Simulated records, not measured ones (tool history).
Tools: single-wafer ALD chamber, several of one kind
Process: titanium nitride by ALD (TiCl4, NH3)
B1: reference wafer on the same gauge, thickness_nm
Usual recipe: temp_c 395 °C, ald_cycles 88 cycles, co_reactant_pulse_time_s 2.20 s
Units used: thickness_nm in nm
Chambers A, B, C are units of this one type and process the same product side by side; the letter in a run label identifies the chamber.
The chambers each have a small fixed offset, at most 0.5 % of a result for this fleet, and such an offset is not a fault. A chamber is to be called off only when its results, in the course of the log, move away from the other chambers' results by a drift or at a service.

run 1C day=0.154 | temp_c=395 ald_cycles=88 co_reactant_pulse_time_s=2.20 | B1=1.8401 | thickness_nm=1.9458
run 2A day=0.271 | temp_c=395 ald_cycles=88 co_reactant_pulse_time_s=2.20 | B1=1.8401 | thickness_nm=1.9370
run 3B day=0.500 | temp_c=395 ald_cycles=88 co_reactant_pulse_time_s=2.20 | B1=1.8410 | thickness_nm=1.9341
run 4C day=0.696 | temp_c=395 ald_cycles=88 co_reactant_pulse_time_s=2.20 | B1=1.8412 | thickness_nm=1.9462
run 5B day=0.850 | temp_c=395 ald_cycles=71 co_reactant_pulse_time_s=2.20 | B1=1.8420 | thickness_nm=1.5641
run 6A day=0.988 | temp_c=395 ald_cycles=71 co_reactant_pulse_time_s=2.20 | B1=1.8420 | thickness_nm=1.5620
run 7B day=1.217 | temp_c=395 ald_cycles=71 co_reactant_pulse_time_s=2.20 | B1=1.8420 | thickness_nm=1.5631
run 8A day=1.338 | temp_c=395 ald_cycles=88 co_reactant_pulse_time_s=2.20 | B1=1.8423 | thickness_nm=1.9369
run 9C day=1.583 | temp_c=395 ald_cycles=88 co_reactant_pulse_time_s=2.20 | B1=1.8433 | thickness_nm=1.9505
run 10A day=1.762 | temp_c=395 ald_cycles=88 co_reactant_pulse_time_s=2.20 | B1=1.8428 | thickness_nm=1.9378
run 11B day=2.008 | temp_c=381 ald_cycles=80 co_reactant_pulse_time_s=2.20 | B1=1.8439 | thickness_nm=1.7424
run 12C day=2.212 | temp_c=381 ald_cycles=80 co_reactant_pulse_time_s=2.20 | B1=1.8437 | thickness_nm=1.7537
run 13A day=2.471 | temp_c=381 ald_cycles=80 co_reactant_pulse_time_s=2.20 | B1=1.8447 | thickness_nm=1.7464
run 14C day=2.625 | temp_c=408 ald_cycles=76 co_reactant_pulse_time_s=2.20 | B1=1.8455 | thickness_nm=1.7000
run 15B day=2.829 | temp_c=408 ald_cycles=76 co_reactant_pulse_time_s=2.20 | B1=1.8452 | thickness_nm=1.6864
run 16C day=3.025 | temp_c=408 ald_cycles=76 co_reactant_pulse_time_s=2.20 | B1=1.8453 | thickness_nm=1.6990
run 17A day=3.142 | temp_c=395 ald_cycles=88 co_reactant_pulse_time_s=2.20 | B1=1.8457 | thickness_nm=1.9464
run 18B day=3.333 | temp_c=395 ald_cycles=88 co_reactant_pulse_time_s=2.20 | B1=1.8465 | thickness_nm=1.9439
run 19A day=3.517 | temp_c=384 ald_cycles=88 co_reactant_pulse_time_s=2.88 | B1=1.8466 | thickness_nm=1.9494
run 20B day=3.683 | temp_c=384 ald_cycles=88 co_reactant_pulse_time_s=2.88 | B1=1.8465 | thickness_nm=1.9539
run 21C day=3.846 | temp_c=384 ald_cycles=88 co_reactant_pulse_time_s=2.88 | B1=1.8476 | thickness_nm=1.9659
run 22B day=4.004 | temp_c=395 ald_cycles=88 co_reactant_pulse_time_s=2.20 | B1=1.8471 | thickness_nm=1.9468
run 23C day=4.238 | temp_c=395 ald_cycles=88 co_reactant_pulse_time_s=2.20 | B1=1.8475 | thickness_nm=1.9589
run 24A day=4.396 | temp_c=395 ald_cycles=88 co_reactant_pulse_time_s=2.20 | B1=1.8481 | thickness_nm=1.9489

Does one chamber stand apart from the rest, does the shared gauge drift, or is all well apart from small per-chamber offsets? Give the chamber and the most likely cause, where there is one.

Gauge drift. The chambers move together only on paper, and none stands off.
What lies behind it: gauge reads high (%) = 0.472.
